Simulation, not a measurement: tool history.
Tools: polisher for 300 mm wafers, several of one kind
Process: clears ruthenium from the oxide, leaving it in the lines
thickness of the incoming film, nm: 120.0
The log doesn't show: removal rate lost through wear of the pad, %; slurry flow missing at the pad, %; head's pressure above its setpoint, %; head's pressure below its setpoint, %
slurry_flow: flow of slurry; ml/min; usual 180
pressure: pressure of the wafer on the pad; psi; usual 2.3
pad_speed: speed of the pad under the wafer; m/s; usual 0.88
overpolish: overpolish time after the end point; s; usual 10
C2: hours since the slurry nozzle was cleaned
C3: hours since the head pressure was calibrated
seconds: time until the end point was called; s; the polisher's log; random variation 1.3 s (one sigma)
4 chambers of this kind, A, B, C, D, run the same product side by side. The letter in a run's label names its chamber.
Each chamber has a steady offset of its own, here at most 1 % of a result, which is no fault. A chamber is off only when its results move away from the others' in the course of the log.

Run 1D, hour 7.2: usual settings; wafers polished on this pad 414; C2 46.7; C3 204.1. Result: seconds 104.030 s.
Run 2B, hour 12.1: usual settings; wafers polished on this pad 327; C2 32.3; C3 463.1. Result: seconds 106.650 s.
Run 3A, hour 20.3: usual settings; wafers polished on this pad 237; C2 156.1; C3 289.2. Result: seconds 105.220 s.
Run 4C, hour 27.4: usual settings; wafers polished on this pad 963; C2 588.9; C3 436.2. Result: seconds 104.740 s.
At hour 29.1: chamber C: worn pad replaced by a new one.
Run 5B, hour 31.7: usual settings but slurry_flow 140 ml/min, pressure 3.0 psi; wafers polished on this pad 469; C2 51.9; C3 482.7. Result: seconds 83.827 s.
At hour 36.8: chamber C: slurry nozzle cleaned.
Run 6D, hour 37.6: usual settings but slurry_flow 140 ml/min, pressure 3.0 psi; wafers polished on this pad 634; C2 77.1; C3 234.5. Result: seconds 84.492 s.
At hour 40.9: chamber B: worn pad replaced by a new one.
Run 7A, hour 41.9: usual settings but slurry_flow 140 ml/min, pressure 3.0 psi; wafers polished on this pad 394; C2 177.7; C3 310.8. Result: seconds 82.993 s.
Run 8C, hour 51.4: usual settings but slurry_flow 140 ml/min, pressure 3.0 psi; wafers polished on this pad 161; C2 14.6; C3 460.2. Result: seconds 84.162 s.
Run 9D, hour 58.9: usual settings; wafers polished on this pad 788; C2 98.4; C3 255.8. Result: seconds 105.430 s.
Run 10B, hour 64.4: usual settings; wafers polished on this pad 170; C2 84.6; C3 515.4. Result: seconds 103.630 s.
At hour 72.2: chamber A: head pressure recalibrated.
Run 11C, hour 73.4: usual settings; wafers polished on this pad 321; C2 36.6; C3 482.2. Result: seconds 105.790 s.
Run 12A, hour 78.7: usual settings; wafers polished on this pad 660; C2 214.5; C3 6.6. Result: seconds 101.630 s.
Run 13A, hour 86.4: usual settings; wafers polished on this pad 716; C2 222.2; C3 14.3. Result: seconds 102.270 s.
Run 14D, hour 94.9: usual settings; wafers polished on this pad 1049; C2 134.4; C3 291.8. Result: seconds 107.700 s.
Run 15C, hour 99.3: usual settings; wafers polished on this pad 508; C2 62.5; C3 508.1. Result: seconds 104.710 s.
Run 16B, hour 104.7: usual settings; wafers polished on this pad 462; C2 124.9; C3 555.7. Result: seconds 104.930 s.
At hour 110.6: chamber B: worn pad replaced by a new one.
Run 17C, hour 110.7: usual settings but slurry_flow 160 ml/min; wafers polished on this pad 591; C2 73.9; C3 519.5. Result: seconds 104.010 s.
At hour 114.7: chamber D: worn pad replaced by a new one.
Run 18B, hour 119.6: usual settings but slurry_flow 160 ml/min; wafers polished on this pad 65; C2 139.8; C3 570.6. Result: seconds 106.990 s.
Run 19D, hour 129.0: usual settings but slurry_flow 160 ml/min; wafers polished on this pad 104; C2 168.5; C3 325.9. Result: seconds 114.490 s.
Run 20A, hour 136.0: usual settings but slurry_flow 160 ml/min; wafers polished on this pad 1076; C2 271.8; C3 63.9. Result: seconds 104.190 s.
Run 21A, hour 142.9: usual settings; wafers polished on this pad 1126; C2 278.7; C3 70.8. Result: seconds 102.270 s.
Run 22D, hour 148.1: usual settings; wafers polished on this pad 242; C2 187.6; C3 345.0. Result: seconds 111.860 s.
Run 23C, hour 152.4: usual settings; wafers polished on this pad 893; C2 115.6; C3 561.2. Result: seconds 104.360 s.
Run 24B, hour 157.7: usual settings; wafers polished on this pad 341; C2 177.9; C3 608.7. Result: seconds 104.180 s.
Run 25D, hour 166.5: usual settings; wafers polished on this pad 375; C2 206.0; C3 363.4. Result: seconds 115.250 s.

Next, every chamber runs the same settings. What will each give?
Run 26A, hour 173.4: usual settings but pressure 1.5 psi. Result: seconds ?.
Run 26B, hour 173.4: usual settings but pressure 1.5 psi. Result: seconds ?.
Run 26C, hour 173.4: usual settings but pressure 1.5 psi. Result: seconds ?.
Run 26D, hour 173.4: usual settings but pressure 1.5 psi. Result: seconds ?.

run  seconds
26A  160.490
26B  161.620
26C  160.880
26D  179.030

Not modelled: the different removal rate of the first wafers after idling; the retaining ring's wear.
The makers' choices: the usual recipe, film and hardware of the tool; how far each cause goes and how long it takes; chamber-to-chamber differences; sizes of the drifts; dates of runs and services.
